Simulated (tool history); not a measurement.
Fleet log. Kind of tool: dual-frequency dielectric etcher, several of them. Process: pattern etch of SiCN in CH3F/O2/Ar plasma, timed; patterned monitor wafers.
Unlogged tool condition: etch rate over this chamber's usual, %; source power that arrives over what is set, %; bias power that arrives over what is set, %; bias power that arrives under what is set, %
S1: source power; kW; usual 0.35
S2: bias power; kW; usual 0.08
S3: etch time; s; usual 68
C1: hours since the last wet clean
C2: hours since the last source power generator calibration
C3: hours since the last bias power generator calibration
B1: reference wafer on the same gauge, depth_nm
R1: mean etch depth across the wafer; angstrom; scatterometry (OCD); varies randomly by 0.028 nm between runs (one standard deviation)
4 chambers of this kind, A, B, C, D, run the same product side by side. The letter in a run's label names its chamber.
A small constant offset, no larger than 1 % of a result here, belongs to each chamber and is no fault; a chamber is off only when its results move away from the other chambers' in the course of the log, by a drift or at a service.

{"hour": 5.3, "done": "chamber A: wet clean of the chamber"}
{"run": "1D", "hour": 8.1, "S1": 0.35, "S2": 0.08, "S3": 68, "C1": 282.6, "C2": 2122.9, "C3": 1913.9, "B1": 29.507, "R1": 253.02}
{"hour": 11.4, "done": "chamber A: bias power generator calibrated"}
{"run": "2C", "hour": 17.8, "S1": 0.35, "S2": 0.08, "S3": 68, "C1": 117, "C2": 2830.5, "C3": 652.5, "B1": 29.506, "R1": 250.08}
{"run": "3A", "hour": 26.1, "S1": 0.35, "S2": 0.08, "S3": 68, "C1": 20.8, "C2": 2294, "C3": 14.8, "B1": 29.506, "R1": 251.39}
{"run": "4B", "hour": 35.5, "S1": 0.35, "S2": 0.08, "S3": 68, "C1": 386.8, "C2": 3932, "C3": 444.2, "B1": 29.519, "R1": 250.43}
{"run": "5C", "hour": 42.6, "S1": 0.35, "S2": 0.08, "S3": 68, "C1": 141.8, "C2": 2855.3, "C3": 677.3, "B1": 29.511, "R1": 249.94}
{"run": "6A", "hour": 49.6, "S1": 0.29, "S2": 0.09, "S3": 68, "C1": 44.3, "C2": 2317.5, "C3": 38.3, "B1": 29.523, "R1": 244.9}
{"run": "7B", "hour": 59.7, "S1": 0.29, "S2": 0.09, "S3": 68, "C1": 411, "C2": 3956.2, "C3": 468.4, "B1": 29.532, "R1": 244.48}
{"hour": 62.5, "done": "chamber B: wet clean of the chamber"}
{"run": "8D", "hour": 67.8, "S1": 0.29, "S2": 0.09, "S3": 68, "C1": 342.3, "C2": 2182.6, "C3": 1973.6, "B1": 29.529, "R1": 247.19}
{"run": "9C", "hour": 79.0, "S1": 0.29, "S2": 0.09, "S3": 68, "C1": 178.2, "C2": 2891.7, "C3": 713.7, "B1": 29.53, "R1": 243.65}
{"run": "10B", "hour": 86.9, "S1": 0.35, "S2": 0.08, "S3": 68, "C1": 24.4, "C2": 3983.4, "C3": 495.6, "B1": 29.54, "R1": 251.47}
{"run": "11A", "hour": 95.0, "S1": 0.35, "S2": 0.08, "S3": 68, "C1": 89.7, "C2": 2362.9, "C3": 83.7, "B1": 29.541, "R1": 251.18}
{"run": "12D", "hour": 102.8, "S1": 0.35, "S2": 0.08, "S3": 68, "C1": 377.3, "C2": 2217.6, "C3": 2008.6, "B1": 29.557, "R1": 254.43}
{"run": "13C", "hour": 108.1, "S1": 0.35, "S2": 0.08, "S3": 68, "C1": 207.3, "C2": 2920.8, "C3": 742.8, "B1": 29.551, "R1": 250.03}
{"run": "14A", "hour": 113.5, "S1": 0.35, "S2": 0.08, "S3": 68, "C1": 108.2, "C2": 2381.4, "C3": 102.2, "B1": 29.555, "R1": 250.93}
{"run": "15D", "hour": 119.4, "S1": 0.32, "S2": 0.091, "S3": 68, "C1": 393.9, "C2": 2234.2, "C3": 2025.2, "B1": 29.553, "R1": 257.27}
{"hour": 124.8, "done": "chamber D: wet clean of the chamber"}
{"run": "16B", "hour": 130.3, "S1": 0.32, "S2": 0.091, "S3": 68, "C1": 67.8, "C2": 4026.8, "C3": 539, "B1": 29.562, "R1": 254.58}
{"run": "17C", "hour": 140.9, "S1": 0.32, "S2": 0.091, "S3": 68, "C1": 240.1, "C2": 2953.6, "C3": 775.6, "B1": 29.567, "R1": 254.13}
{"run": "18A", "hour": 147.1, "S1": 0.32, "S2": 0.091, "S3": 68, "C1": 141.8, "C2": 2415, "C3": 135.8, "B1": 29.566, "R1": 255.07}
{"run": "19B", "hour": 153.5, "S1": 0.35, "S2": 0.08, "S3": 68, "C1": 91, "C2": 4050, "C3": 562.2, "B1": 29.57, "R1": 251.45}
{"run": "20D", "hour": 158.8, "S1": 0.35, "S2": 0.071, "S3": 51.5, "C1": 34, "C2": 2273.6, "C3": 2064.6, "B1": 29.575, "R1": 183.88}
{"run": "21C", "hour": 164.9, "S1": 0.35, "S2": 0.071, "S3": 51.5, "C1": 264.1, "C2": 2977.6, "C3": 799.6, "B1": 29.576, "R1": 182.01}
{"run": "22D", "hour": 172.4, "S1": 0.35, "S2": 0.071, "S3": 51.5, "C1": 47.6, "C2": 2287.2, "C3": 2078.2, "B1": 29.577, "R1": 183.98}
{"run": "23A", "hour": 178.1, "S1": 0.35, "S2": 0.071, "S3": 51.5, "C1": 172.8, "C2": 2446, "C3": 166.8, "B1": 29.576, "R1": 182.45}
{"run": "24B", "hour": 185.2, "S1": 0.35, "S2": 0.08, "S3": 68, "C1": 122.7, "C2": 4081.7, "C3": 593.9, "B1": 29.587, "R1": 251.82}
{"run": "25C", "hour": 196.2, "S1": 0.35, "S2": 0.08, "S3": 68, "C1": 295.4, "C2": 3008.9, "C3": 830.9, "B1": 29.58, "R1": 250.57}
{"hour": 202.5, "done": "chamber A: source power generator calibrated"}
{"run": "26B", "hour": 203.8, "S1": 0.35, "S2": 0.08, "S3": 68, "C1": 141.3, "C2": 4100.3, "C3": 612.5, "B1": 29.595, "R1": 252.01}
{"run": "27D", "hour": 214.0, "S1": 0.35, "S2": 0.08, "S3": 68, "C1": 89.2, "C2": 2328.8, "C3": 2119.8, "B1": 29.608, "R1": 254.21}
{"run": "28A", "hour": 222.5, "S1": 0.35, "S2": 0.08, "S3": 68, "C1": 217.2, "C2": 20.1, "C3": 211.2, "B1": 29.595, "R1": 251.32}
{"run": "29B", "hour": 229.2, "S1": 0.35, "S2": 0.097, "S3": 68, "C1": 166.7, "C2": 4125.7, "C3": 637.9, "B1": 29.6, "R1": 270.96}
{"run": "30C", "hour": 234.9, "S1": 0.35, "S2": 0.097, "S3": 68, "C1": 334.1, "C2": 3047.6, "C3": 869.6, "B1": 29.605, "R1": 269.32}
{"run": "31A", "hour": 241.9, "S1": 0.35, "S2": 0.097, "S3": 68, "C1": 236.6, "C2": 39.5, "C3": 230.6, "B1": 29.601, "R1": 270.31}
{"run": "32D", "hour": 249.9, "S1": 0.35, "S2": 0.097, "S3": 68, "C1": 125.1, "C2": 2364.7, "C3": 2155.7, "B1": 29.615, "R1": 272.64}
{"hour": 260.3, "done": "chamber B: source power generator calibrated"}
{"run": "33B", "hour": 261.3, "S1": 0.35, "S2": 0.08, "S3": 68, "C1": 198.8, "C2": 1, "C3": 670, "B1": 29.621, "R1": 252.14}
{"run": "34A", "hour": 266.2, "S1": 0.35, "S2": 0.08, "S3": 68, "C1": 260.9, "C2": 63.8, "C3": 254.9, "B1": 29.63, "R1": 252.08}
{"run": "35C", "hour": 272.4, "S1": 0.35, "S2": 0.08, "S3": 68, "C1": 371.6, "C2": 3085.1, "C3": 907.1, "B1": 29.63, "R1": 251.07}
{"run": "36D", "hour": 279.5, "S1": 0.35, "S2": 0.08, "S3": 68, "C1": 154.7, "C2": 2394.3, "C3": 2185.3, "B1": 29.628, "R1": 254.46}
{"run": "37A", "hour": 288.9, "S1": 0.35, "S2": 0.08, "S3": 68, "C1": 283.6, "C2": 86.5, "C3": 277.6, "B1": 29.632, "R1": 252.37}

All 4 chambers run these settings next. Forecast each chamber's results:
{"run": "38A", "hour": 297.1, "S1": 0.41, "S2": 0.08, "S3": 68, "R1": "?"}
{"run": "38B", "hour": 297.1, "S1": 0.41, "S2": 0.08, "S3": 68, "R1": "?"}
{"run": "38C", "hour": 297.1, "S1": 0.41, "S2": 0.08, "S3": 68, "R1": "?"}
{"run": "38D", "hour": 297.1, "S1": 0.41, "S2": 0.08, "S3": 68, "R1": "?"}

run=38A R1=267.86
run=38B R1=268.04
run=38C R1=266.29
run=38D R1=270.01

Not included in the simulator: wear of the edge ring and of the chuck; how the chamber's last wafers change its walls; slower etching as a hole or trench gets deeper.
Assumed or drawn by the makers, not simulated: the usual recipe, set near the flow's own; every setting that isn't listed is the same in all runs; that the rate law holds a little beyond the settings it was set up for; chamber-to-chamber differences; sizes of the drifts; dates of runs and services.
